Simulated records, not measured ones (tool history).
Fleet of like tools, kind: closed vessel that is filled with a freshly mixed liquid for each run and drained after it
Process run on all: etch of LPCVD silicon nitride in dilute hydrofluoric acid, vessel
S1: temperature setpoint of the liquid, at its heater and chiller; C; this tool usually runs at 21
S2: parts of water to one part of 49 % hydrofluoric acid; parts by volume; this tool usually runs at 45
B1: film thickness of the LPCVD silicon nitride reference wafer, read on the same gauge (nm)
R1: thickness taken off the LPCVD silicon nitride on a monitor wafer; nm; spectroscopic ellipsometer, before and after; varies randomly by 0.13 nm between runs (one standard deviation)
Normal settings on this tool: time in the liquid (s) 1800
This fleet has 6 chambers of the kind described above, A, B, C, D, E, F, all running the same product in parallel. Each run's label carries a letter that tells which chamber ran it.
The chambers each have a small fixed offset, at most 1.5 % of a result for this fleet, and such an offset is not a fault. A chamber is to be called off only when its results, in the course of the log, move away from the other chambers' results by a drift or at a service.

run 1E hour=8.5 | S1=21 S2=45 time_in_the_liquid_(s)=1800 | B1=79.964 | R1=16.097
run 2F hour=18.8 | S1=21 S2=45 time_in_the_liquid_(s)=1800 | B1=79.985 | R1=16.053
run 3D hour=29.5 | S1=21 S2=45 time_in_the_liquid_(s)=1800 | B1=79.989 | R1=15.927
run 4C hour=40.7 | S1=21 S2=45 time_in_the_liquid_(s)=1800 | B1=79.988 | R1=15.907
run 5B hour=52.3 | S1=21 S2=45 time_in_the_liquid_(s)=1800 | B1=80.031 | R1=16.229
run 6A hour=62.5 | S1=21 S2=45 time_in_the_liquid_(s)=1800 | B1=80.016 | R1=16.131
run 7C hour=72.2 | S1=21 S2=45 time_in_the_liquid_(s)=1800 | B1=79.979 | R1=15.856
run 8A hour=83.3 | S1=21 S2=45 time_in_the_liquid_(s)=1800 | B1=79.973 | R1=16.245
run 9D hour=91.4 | S1=21 S2=45 time_in_the_liquid_(s)=1800 | B1=79.999 | R1=16.075
run 10F hour=99.8 | S1=21 S2=45 time_in_the_liquid_(s)=1800 | B1=80.005 | R1=16.134
run 11E hour=107.3 | S1=21 S2=45 time_in_the_liquid_(s)=970 | B1=80.05 | R1=8.7102
run 12B hour=120.5 | S1=21 S2=45 time_in_the_liquid_(s)=970 | B1=80.035 | R1=8.8814
run 13A hour=133.4 | S1=21 S2=45 time_in_the_liquid_(s)=970 | B1=80.021 | R1=8.5197
run 14F hour=144.6 | S1=21 S2=45 time_in_the_liquid_(s)=970 | B1=79.994 | R1=8.7127
run 15C hour=157.4 | S1=21 S2=45 time_in_the_liquid_(s)=970 | B1=79.994 | R1=8.4983
run 16D hour=163.9 | S1=21 S2=45 time_in_the_liquid_(s)=970 | B1=80.016 | R1=8.6979
run 17E hour=175.7 | S1=21 S2=45 time_in_the_liquid_(s)=1800 | B1=80.028 | R1=16.068
run 18B hour=188.5 | S1=21 S2=45 time_in_the_liquid_(s)=1800 | B1=79.956 | R1=16.313
run 19F hour=201.3 | S1=21 S2=60 time_in_the_liquid_(s)=1800 | B1=79.985 | R1=12.218
run 20D hour=208.2 | S1=21 S2=60 time_in_the_liquid_(s)=1800 | B1=80.042 | R1=11.985
run 21C hour=216.6 | S1=21 S2=60 time_in_the_liquid_(s)=1800 | B1=80.02 | R1=11.971
run 22A hour=229.2 | S1=21 S2=60 time_in_the_liquid_(s)=1800 | B1=79.978 | R1=12.219
run 23B hour=236.6 | S1=21 S2=60 time_in_the_liquid_(s)=1800 | B1=80 | R1=12.378
run 24E hour=243 | S1=21 S2=60 time_in_the_liquid_(s)=1800 | B1=80.014 | R1=12.127
run 25F hour=256.4 | S1=21 S2=45 time_in_the_liquid_(s)=1800 | B1=79.977 | R1=16.082
run 26E hour=264.1 | S1=21 S2=45 time_in_the_liquid_(s)=1800 | B1=80.012 | R1=15.977
run 27C hour=270.4 | S1=21 S2=45 time_in_the_liquid_(s)=1800 | B1=80.004 | R1=16.051
run 28A hour=283.1 | S1=21 S2=45 time_in_the_liquid_(s)=1800 | B1=79.998 | R1=15.982
run 29D hour=291.2 | S1=21 S2=45 time_in_the_liquid_(s)=1800 | B1=79.975 | R1=16.242
run 30B hour=298.7 | S1=21 S2=45 time_in_the_liquid_(s)=1800 | B1=79.976 | R1=16.248
run 31D hour=304.6 | S1=21 S2=45 time_in_the_liquid_(s)=1800 | B1=80.023 | R1=16.113
run 32E hour=316 | S1=21 S2=45 time_in_the_liquid_(s)=1800 | B1=80.038 | R1=16.091
run 33A hour=328.7 | S1=21 S2=45 time_in_the_liquid_(s)=1800 | B1=80.022 | R1=16.033
run 34C hour=336.3 | S1=21 S2=45 time_in_the_liquid_(s)=1800 | B1=80.009 | R1=16.026
run 35F hour=343 | S1=21 S2=45 time_in_the_liquid_(s)=775 | B1=79.998 | R1=6.9473
run 36B hour=354.1 | S1=21 S2=45 time_in_the_liquid_(s)=775 | B1=79.939 | R1=7.1043
-- hour=360.2 chamber C: thermometer replaced
run 37F hour=364.7 | S1=21 S2=45 time_in_the_liquid_(s)=775 | B1=79.974 | R1=6.9529
run 38A hour=376.3 | S1=21 S2=45 time_in_the_liquid_(s)=775 | B1=80.024 | R1=7.0423
run 39D hour=382.7 | S1=21 S2=45 time_in_the_liquid_(s)=775 | B1=79.977 | R1=6.8541
run 40B hour=392 | S1=21 S2=45 time_in_the_liquid_(s)=775 | B1=79.999 | R1=6.9657
run 41E hour=399.1 | S1=21 S2=45 time_in_the_liquid_(s)=1800 | B1=79.972 | R1=16.103
run 42C hour=405.3 | S1=21 S2=45 time_in_the_liquid_(s)=1800 | B1=79.999 | R1=15.892
run 43C hour=415.2 | S1=17 S2=45 time_in_the_liquid_(s)=1800 | B1=79.979 | R1=11.941
run 44D hour=427.6 | S1=17 S2=45 time_in_the_liquid_(s)=1800 | B1=80.018 | R1=12.177

Next, every chamber runs the same settings. What will each give?
run 45A hour=437.3 | S1=18 S2=45 time_in_the_liquid_(s)=1800 | R1=?
run 45B hour=437.3 | S1=18 S2=45 time_in_the_liquid_(s)=1800 | R1=?
run 45C hour=437.3 | S1=18 S2=45 time_in_the_liquid_(s)=1800 | R1=?
run 45D hour=437.3 | S1=18 S2=45 time_in_the_liquid_(s)=1800 | R1=?
run 45E hour=437.3 | S1=18 S2=45 time_in_the_liquid_(s)=1800 | R1=?
run 45F hour=437.3 | S1=18 S2=45 time_in_the_liquid_(s)=1800 | R1=?

run=45A R1=12.935
run=45B R1=13.108
run=45C R1=12.973
run=45D R1=13.144
run=45E R1=13.228
run=45F R1=13.097
